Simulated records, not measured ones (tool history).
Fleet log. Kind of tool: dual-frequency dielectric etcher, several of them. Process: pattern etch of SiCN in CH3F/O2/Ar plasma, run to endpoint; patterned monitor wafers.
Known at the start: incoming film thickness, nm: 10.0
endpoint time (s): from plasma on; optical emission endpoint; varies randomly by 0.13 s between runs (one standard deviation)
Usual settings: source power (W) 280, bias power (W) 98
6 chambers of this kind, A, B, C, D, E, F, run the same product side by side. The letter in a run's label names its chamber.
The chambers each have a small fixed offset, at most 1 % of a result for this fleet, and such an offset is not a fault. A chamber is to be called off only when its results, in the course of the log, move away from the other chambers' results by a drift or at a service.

run	hour	source power (W)	bias power (W)	endpoint time (s)
1C	10.5	280	98	27.389
2E	15.3	280	98	26.909
# hour 24.1: chamber E: bias power generator calibrated
3F	24.5	280	98	26.931
4A	34.6	280	98	27.296
5D	39.9	280	98	27.412
6B	44.6	280	98	26.932
7F	54	250	75	31.33
8B	59.8	250	75	31.265
# hour 70.4: chamber F: wet clean of the chamber
9D	70.5	250	75	31.645
10A	80.3	250	75	31.627
# hour 88: chamber E: wet clean of the chamber
11E	88.3	250	75	31.213
12C	93.9	250	75	31.575
13C	104.1	330	84	27.489
14E	113.6	330	84	26.972
15D	121.9	330	84	27.578
16F	132	330	84	27.083
17B	138.4	330	84	27.25
18A	143.5	330	84	27.182
19C	150.7	280	98	27.285
20D	158.3	210	81	32.49
21A	165.5	210	81	32.489
22E	175.8	210	81	32.305
23B	183.9	210	81	33.018
24F	194.5	210	81	32.293
25E	199.5	210	81	32.602
26B	209.5	280	98	27.744
# hour 210.3: chamber D: wet clean of the chamber
27F	215.2	350	98	24.95
28A	222.5	350	98	24.833
29D	230.3	350	98	25.317
30C	237.1	350	98	25.456
31B	247.2	350	98	25.894
32C	255.3	350	98	25.004
33A	266.1	230	119	27.036
34E	272.2	230	119	26.938
35D	279.3	230	119	27.334
36F	289.7	230	119	26.78
37D	296.9	230	119	27.236
38E	305.6	230	119	27.111

One chamber off, gauge drift, or nothing amiss beyond the chambers' own small offsets? If it is a chamber, which one, and what is the likeliest cause?

It is chamber B that slowly wanders off from its peers.
Likeliest cause: etch rate under this chamber's usual, % = 5.29.

Here are 4 candidates for chamber B's next run, each the usual settings with a change, their results left as question marks. Which one brings its results back in line with what the others give on the usual settings?
In-line tolerance around the mean of the other chambers on the usual settings: endpoint time (s) 0.47
39B-1	313.5	280	119	?
39B-2	313.5	280	110	?
39B-3	313.5	260	92	?
39B-4	313.5	220	98	?

Usual-settings mean across the other chambers: endpoint time (s) 27.274
run	endpoint time (s)
39B-1	26.513
39B-2	27.347
39B-3	30.097
39B-4	31.186
39B-2 brings the chamber back in line.

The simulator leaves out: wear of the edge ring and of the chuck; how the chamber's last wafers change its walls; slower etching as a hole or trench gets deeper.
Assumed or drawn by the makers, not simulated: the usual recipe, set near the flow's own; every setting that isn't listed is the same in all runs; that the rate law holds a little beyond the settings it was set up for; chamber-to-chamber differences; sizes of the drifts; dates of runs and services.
